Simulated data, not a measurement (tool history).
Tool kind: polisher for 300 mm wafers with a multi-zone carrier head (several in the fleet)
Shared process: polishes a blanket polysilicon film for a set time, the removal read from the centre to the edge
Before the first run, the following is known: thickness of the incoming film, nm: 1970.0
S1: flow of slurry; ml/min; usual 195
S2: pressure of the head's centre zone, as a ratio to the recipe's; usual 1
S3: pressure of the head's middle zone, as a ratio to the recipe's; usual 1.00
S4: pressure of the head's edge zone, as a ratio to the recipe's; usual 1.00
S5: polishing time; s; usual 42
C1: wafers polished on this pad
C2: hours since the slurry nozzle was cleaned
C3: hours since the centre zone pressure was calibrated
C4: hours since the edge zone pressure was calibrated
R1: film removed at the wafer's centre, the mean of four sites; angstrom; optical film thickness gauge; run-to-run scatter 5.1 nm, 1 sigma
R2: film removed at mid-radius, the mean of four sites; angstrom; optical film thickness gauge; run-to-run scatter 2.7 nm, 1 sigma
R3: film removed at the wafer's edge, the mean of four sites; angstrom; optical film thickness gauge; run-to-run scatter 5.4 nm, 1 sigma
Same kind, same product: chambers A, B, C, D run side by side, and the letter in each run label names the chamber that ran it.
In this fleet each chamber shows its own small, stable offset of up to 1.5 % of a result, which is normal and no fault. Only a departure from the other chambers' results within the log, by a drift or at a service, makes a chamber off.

run,hour,S1,S2,S3,S4,S5,C1,C2,C3,C4,R1,R2,R3
# hour 3.6: chamber D: worn pad replaced by a new one
1B,7.9,195,1,1.00,1.00,42,741,200.6,260.8,789.5,3751.3,3741.1,3746.9
2D,22.0,195,1,1.00,1.00,42,157,77.1,37.2,345.9,3722.2,3624.9,3738.2
3C,32.5,195,1,1.00,1.00,42,465,438.6,268.8,279.0,3714.8,3656.9,3655.7
4A,41.4,195,1,1.00,1.00,42,644,461.4,453.4,565.1,3697.5,3715.4,3676.1
# hour 50.8: chamber C: slurry nozzle cleaned
5C,54.0,195,1,1.00,1.00,42,649,3.2,290.3,300.5,3698.0,3634.6,3698.7
# hour 55.0: chamber B: edge zone pressure recalibrated
# hour 64.9: chamber A: worn pad replaced by a new one
# hour 65.6: chamber B: worn pad replaced by a new one
6D,68.2,195,1,1.00,1.00,42,551,123.3,83.4,392.1,3680.4,3609.1,3794.9
7A,77.3,195,1,1.00,1.00,42,106,497.3,489.3,601.0,3772.8,3685.5,3588.3
# hour 87.5: chamber C: worn pad replaced by a new one
8B,90.8,195,1,1.00,1.00,42,215,283.5,343.7,35.9,3755.9,3699.3,3665.0
# hour 97.1: chamber D: worn pad replaced by a new one
9A,99.1,195,1,1.00,0.93,42,292,519.1,511.1,622.8,3685.3,3677.3,3510.5
10D,110.5,195,1,1.00,0.93,42,114,165.6,125.7,434.4,3654.5,3629.1,3594.9
11C,127.1,195,1,1.00,0.93,42,338,76.3,363.4,373.6,3618.3,3637.3,3494.3
12B,136.9,195,1,1.00,0.93,42,608,329.6,389.8,82.0,3663.0,3757.9,3533.6
13C,147.1,195,1,1.00,1.00,42,509,96.3,383.4,393.6,3682.5,3610.4,3709.7
14D,156.3,195,1,1.00,1.00,42,505,211.4,171.5,480.2,3698.1,3662.2,3695.4
# hour 165.2: chamber A: slurry nozzle cleaned
# hour 169.3: chamber A: worn pad replaced by a new one
15A,170.2,195,1,1.00,1.00,42,7,5.1,582.2,693.9,3818.7,3705.9,3664.9
16B,180.2,250,1,1.00,1.00,35,978,372.9,433.1,125.3,3226.9,3219.3,3090.7
# hour 181.1: chamber C: worn pad replaced by a new one
17D,192.0,250,1,1.00,1.00,35,809,247.1,207.2,515.9,3146.1,3139.3,3175.6
# hour 199.0: chamber B: worn pad replaced by a new one
# hour 201.5: chamber D: worn pad replaced by a new one
18A,204.8,250,1,1.00,1.00,35,302,39.7,616.8,728.5,3199.8,3201.1,3141.6
19C,220.8,250,1,1.00,1.00,35,339,170.0,457.1,467.3,3249.0,3172.2,3181.1
# hour 231.7: chamber B: slurry nozzle cleaned
20B,233.3,195,1,0.91,1.00,56,293,1.6,486.2,178.4,4965.3,4558.1,4979.6
21A,249.3,195,1,0.91,1.00,56,682,84.2,661.3,773.0,4985.1,4546.0,4984.5
# hour 259.0: chamber A: worn pad replaced by a new one
22D,261.5,195,1,0.91,1.00,56,512,316.6,276.7,585.4,4896.6,4497.5,5054.3
23C,270.8,195,1,0.91,1.00,56,765,220.0,507.1,517.3,4931.0,4461.6,5059.0
# hour 278.2: chamber C: worn pad replaced by a new one
24B,281.1,195,1,1.00,1.00,42,700,49.4,534.0,226.2,3705.3,3686.2,3691.9
25A,293.4,195,1,1.00,1.00,42,293,128.3,705.4,817.1,3710.1,3675.5,3738.5
26B,304.2,195,1,1.00,1.00,42,897,72.5,557.1,249.3,3766.3,3732.3,3705.0
# hour 304.3: chamber D: worn pad replaced by a new one
# hour 313.0: chamber D: edge zone pressure recalibrated
# hour 316.5: chamber C: centre zone pressure recalibrated
27D,318.8,195,1,1.00,1.00,42,124,373.9,334.0,5.9,3699.1,3668.0,3663.4
# hour 326.6: chamber B: worn pad replaced by a new one
28C,332.3,195,1,1.00,1.00,42,461,281.5,15.8,578.8,3682.8,3640.3,3607.7
29A,344.7,195,1,1.00,1.00,42,731,179.6,756.7,868.4,3827.8,3661.6,3739.1
30D,355.6,195,1,1.00,1.00,42,437,410.7,370.8,42.7,3673.5,3629.4,3757.2
31B,366.1,195,1,1.00,1.00,42,337,134.4,619.0,311.2,3736.0,3694.8,3710.8
# hour 366.3: chamber A: worn pad replaced by a new one
# hour 376.2: chamber C: worn pad replaced by a new one
32C,382.4,195,1,1.00,1.00,42,53,331.6,65.9,628.9,3729.2,3687.7,3681.3
33D,389.6,195,1,1.00,1.00,42,728,444.7,404.8,76.7,3591.5,3631.6,3720.1
# hour 391.0: chamber D: slurry nozzle cleaned
# hour 396.3: chamber D: worn pad replaced by a new one
34B,402.4,195,1,1.07,0.89,42,647,170.7,655.3,347.5,3651.4,3941.5,3428.3
35A,415.7,195,1,1.07,0.89,42,421,250.6,827.7,939.4,3723.7,3983.7,3474.7
36C,423.4,195,1,1.07,0.89,42,402,372.6,106.9,669.9,3708.3,3893.4,3428.4
37A,434.6,195,1,1.07,0.89,42,582,269.5,846.6,958.3,3642.4,3918.2,3420.7
38B,445.2,195,1,1.00,0.91,42,1012,213.5,698.1,390.3,3708.0,3715.0,3592.4
39D,454.9,195,1,1.00,0.91,42,499,63.9,470.1,142.0,3663.9,3655.3,3601.8
40C,467.8,195,1,1.00,0.91,42,781,417.0,151.3,714.3,3654.4,3648.3,3539.3
# hour 473.2: chamber B: worn pad replaced by a new one
# hour 473.7: chamber C: worn pad replaced by a new one
41D,479.7,195,1,1.00,0.91,42,711,88.7,494.9,166.8,3717.2,3663.0,3538.0
42B,492.1,195,1,1.00,1.00,42,161,260.4,745.0,437.2,3699.4,3719.7,3694.9
43C,500.3,195,1,1.00,1.00,42,227,449.5,183.8,746.8,3681.7,3697.1,3677.4

Does one chamber stand apart from the rest, does the shared gauge drift, or is all well apart from small per-chamber offsets? Give the chamber and the most likely cause, where there is one.

The fleet is healthy, with each chamber sitting at its usual small offset and no drift in the gauge.
